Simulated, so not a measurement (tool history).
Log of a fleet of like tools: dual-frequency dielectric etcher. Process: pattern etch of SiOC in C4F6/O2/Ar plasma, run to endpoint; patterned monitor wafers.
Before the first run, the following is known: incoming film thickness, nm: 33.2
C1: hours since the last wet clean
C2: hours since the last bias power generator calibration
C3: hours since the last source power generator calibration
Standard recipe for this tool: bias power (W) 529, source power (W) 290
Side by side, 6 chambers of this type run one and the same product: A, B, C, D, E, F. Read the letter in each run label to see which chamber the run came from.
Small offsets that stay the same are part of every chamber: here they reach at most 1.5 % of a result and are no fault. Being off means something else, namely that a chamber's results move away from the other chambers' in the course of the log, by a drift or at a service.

{"run": "1F", "hour": 2.6, "bias power (W)": 529, "source power (W)": 290, "C1": 337.9, "C2": 568.3, "C3": 4060.0, "endpoint time (s)": 12.291}
{"run": "2A", "hour": 6.8, "bias power (W)": 529, "source power (W)": 290, "C1": 264.4, "C2": 4073.6, "C3": 1443.8, "endpoint time (s)": 12.33}
{"run": "3E", "hour": 9.6, "bias power (W)": 529, "source power (W)": 290, "C1": 493.1, "C2": 2179.4, "C3": 964.5, "endpoint time (s)": 12.176}
{"run": "4B", "hour": 12.5, "bias power (W)": 529, "source power (W)": 290, "C1": 359.8, "C2": 566.6, "C3": 164.4, "endpoint time (s)": 12.43}
{"hour": 12.8, "done": "chamber C: wet clean of the chamber"}
{"run": "5D", "hour": 15.2, "bias power (W)": 615, "source power (W)": 250, "C1": 302.6, "C2": 2318.4, "C3": 1835.6, "endpoint time (s)": 12.248}
{"run": "6C", "hour": 17.7, "bias power (W)": 615, "source power (W)": 250, "C1": 4.9, "C2": 2668.8, "C3": 273.6, "endpoint time (s)": 12.31}
{"run": "7B", "hour": 19.6, "bias power (W)": 615, "source power (W)": 250, "C1": 366.9, "C2": 573.7, "C3": 171.5, "endpoint time (s)": 12.395}
{"run": "8A", "hour": 23.0, "bias power (W)": 615, "source power (W)": 250, "C1": 280.6, "C2": 4089.8, "C3": 1460.0, "endpoint time (s)": 12.36}
{"run": "9D", "hour": 26.4, "bias power (W)": 615, "source power (W)": 250, "C1": 313.8, "C2": 2329.6, "C3": 1846.8, "endpoint time (s)": 12.275}
{"run": "10F", "hour": 30.8, "bias power (W)": 615, "source power (W)": 250, "C1": 366.1, "C2": 596.5, "C3": 4088.2, "endpoint time (s)": 12.301}
{"run": "11E", "hour": 33.9, "bias power (W)": 529, "source power (W)": 290, "C1": 517.4, "C2": 2203.7, "C3": 988.8, "endpoint time (s)": 12.297}
{"run": "12C", "hour": 38.3, "bias power (W)": 529, "source power (W)": 290, "C1": 25.5, "C2": 2689.4, "C3": 294.2, "endpoint time (s)": 12.275}
{"run": "13A", "hour": 40.3, "bias power (W)": 458, "source power (W)": 250, "C1": 297.9, "C2": 4107.1, "C3": 1477.3, "endpoint time (s)": 13.778}
{"run": "14D", "hour": 43.6, "bias power (W)": 458, "source power (W)": 250, "C1": 331.0, "C2": 2346.8, "C3": 1864.0, "endpoint time (s)": 13.718}
{"run": "15F", "hour": 46.8, "bias power (W)": 458, "source power (W)": 250, "C1": 382.1, "C2": 612.5, "C3": 4104.2, "endpoint time (s)": 13.759}
{"run": "16E", "hour": 50.7, "bias power (W)": 458, "source power (W)": 250, "C1": 534.2, "C2": 2220.5, "C3": 1005.6, "endpoint time (s)": 13.713}
{"run": "17B", "hour": 52.7, "bias power (W)": 458, "source power (W)": 250, "C1": 400.0, "C2": 606.8, "C3": 204.6, "endpoint time (s)": 13.873}
{"run": "18C", "hour": 56.5, "bias power (W)": 458, "source power (W)": 250, "C1": 43.7, "C2": 2707.6, "C3": 312.4, "endpoint time (s)": 13.729}
{"run": "19F", "hour": 58.5, "bias power (W)": 529, "source power (W)": 290, "C1": 393.8, "C2": 624.2, "C3": 4115.9, "endpoint time (s)": 12.341}
{"run": "20E", "hour": 60.7, "bias power (W)": 529, "source power (W)": 290, "C1": 544.2, "C2": 2230.5, "C3": 1015.6, "endpoint time (s)": 12.222}
{"run": "21C", "hour": 63.4, "bias power (W)": 487, "source power (W)": 230, "C1": 50.6, "C2": 2714.5, "C3": 319.3, "endpoint time (s)": 13.836}
{"run": "22B", "hour": 67.2, "bias power (W)": 487, "source power (W)": 230, "C1": 414.5, "C2": 621.3, "C3": 219.1, "endpoint time (s)": 13.982}
{"run": "23A", "hour": 69.3, "bias power (W)": 487, "source power (W)": 230, "C1": 326.9, "C2": 4136.1, "C3": 1506.3, "endpoint time (s)": 13.965}
{"run": "24D", "hour": 73.3, "bias power (W)": 487, "source power (W)": 230, "C1": 360.7, "C2": 2376.5, "C3": 1893.7, "endpoint time (s)": 13.975}
{"run": "25B", "hour": 76.4, "bias power (W)": 487, "source power (W)": 230, "C1": 423.7, "C2": 630.5, "C3": 228.3, "endpoint time (s)": 13.958}
{"hour": 78.0, "done": "chamber D: bias power generator calibrated"}
{"run": "26C", "hour": 80.0, "bias power (W)": 487, "source power (W)": 230, "C1": 67.2, "C2": 2731.1, "C3": 335.9, "endpoint time (s)": 13.876}
{"hour": 80.6, "done": "chamber F: source power generator calibrated"}
{"run": "27E", "hour": 83.6, "bias power (W)": 529, "source power (W)": 290, "C1": 567.1, "C2": 2253.4, "C3": 1038.5, "endpoint time (s)": 12.287}
{"run": "28F", "hour": 85.9, "bias power (W)": 529, "source power (W)": 290, "C1": 421.2, "C2": 651.6, "C3": 5.3, "endpoint time (s)": 12.383}
{"run": "29A", "hour": 88.1, "bias power (W)": 529, "source power (W)": 290, "C1": 345.7, "C2": 4154.9, "C3": 1525.1, "endpoint time (s)": 12.333}
{"run": "30D", "hour": 91.9, "bias power (W)": 529, "source power (W)": 290, "C1": 379.3, "C2": 14.0, "C3": 1912.3, "endpoint time (s)": 12.542}
{"run": "31D", "hour": 96.1, "bias power (W)": 529, "source power (W)": 290, "C1": 383.5, "C2": 18.2, "C3": 1916.5, "endpoint time (s)": 12.623}
{"run": "32F", "hour": 99.7, "bias power (W)": 529, "source power (W)": 290, "C1": 435.0, "C2": 665.4, "C3": 19.1, "endpoint time (s)": 12.359}
{"run": "33A", "hour": 102.2, "bias power (W)": 529, "source power (W)": 290, "C1": 359.8, "C2": 4169.0, "C3": 1539.2, "endpoint time (s)": 12.387}
{"run": "34B", "hour": 105.5, "bias power (W)": 529, "source power (W)": 290, "C1": 452.8, "C2": 659.6, "C3": 257.4, "endpoint time (s)": 12.535}
{"run": "35C", "hour": 109.9, "bias power (W)": 529, "source power (W)": 290, "C1": 97.1, "C2": 2761.0, "C3": 365.8, "endpoint time (s)": 12.298}
{"run": "36E", "hour": 113.3, "bias power (W)": 529, "source power (W)": 290, "C1": 596.8, "C2": 2283.1, "C3": 1068.2, "endpoint time (s)": 12.195}
{"run": "37F", "hour": 116.2, "bias power (W)": 529, "source power (W)": 290, "C1": 451.5, "C2": 681.9, "C3": 35.6, "endpoint time (s)": 12.35}
{"run": "38C", "hour": 120.4, "bias power (W)": 529, "source power (W)": 290, "C1": 107.6, "C2": 2771.5, "C3": 376.3, "endpoint time (s)": 12.234}
{"run": "39B", "hour": 123.7, "bias power (W)": 619, "source power (W)": 230, "C1": 471.0, "C2": 677.8, "C3": 275.6, "endpoint time (s)": 12.709}
{"hour": 124.8, "done": "chamber E: wet clean of the chamber"}
{"run": "40D", "hour": 128.0, "bias power (W)": 619, "source power (W)": 230, "C1": 415.4, "C2": 50.1, "C3": 1948.4, "endpoint time (s)": 13.157}
{"run": "41E", "hour": 131.8, "bias power (W)": 619, "source power (W)": 230, "C1": 7.1, "C2": 2301.6, "C3": 1086.7, "endpoint time (s)": 12.594}
{"run": "42A", "hour": 135.3, "bias power (W)": 619, "source power (W)": 230, "C1": 392.9, "C2": 4202.1, "C3": 1572.3, "endpoint time (s)": 12.697}
{"run": "43C", "hour": 138.1, "bias power (W)": 619, "source power (W)": 230, "C1": 125.3, "C2": 2789.2, "C3": 394.0, "endpoint time (s)": 12.574}
{"run": "44E", "hour": 142.3, "bias power (W)": 619, "source power (W)": 230, "C1": 17.6, "C2": 2312.1, "C3": 1097.2, "endpoint time (s)": 12.535}

Each of the 6 chambers runs these same settings next. Fill in every chamber's results:
{"run": "45A", "hour": 145.6, "bias power (W)": 529, "source power (W)": 290, "endpoint time (s)": "?"}
{"run": "45B", "hour": 145.6, "bias power (W)": 529, "source power (W)": 290, "endpoint time (s)": "?"}
{"run": "45C", "hour": 145.6, "bias power (W)": 529, "source power (W)": 290, "endpoint time (s)": "?"}
{"run": "45D", "hour": 145.6, "bias power (W)": 529, "source power (W)": 290, "endpoint time (s)": "?"}
{"run": "45E", "hour": 145.6, "bias power (W)": 529, "source power (W)": 290, "endpoint time (s)": "?"}
{"run": "45F", "hour": 145.6, "bias power (W)": 529, "source power (W)": 290, "endpoint time (s)": "?"}

run=45A endpoint_time_(s)=12.418
run=45B endpoint_time_(s)=12.429
run=45C endpoint_time_(s)=12.254
run=45D endpoint_time_(s)=12.830
run=45E endpoint_time_(s)=12.295
run=45F endpoint_time_(s)=12.353

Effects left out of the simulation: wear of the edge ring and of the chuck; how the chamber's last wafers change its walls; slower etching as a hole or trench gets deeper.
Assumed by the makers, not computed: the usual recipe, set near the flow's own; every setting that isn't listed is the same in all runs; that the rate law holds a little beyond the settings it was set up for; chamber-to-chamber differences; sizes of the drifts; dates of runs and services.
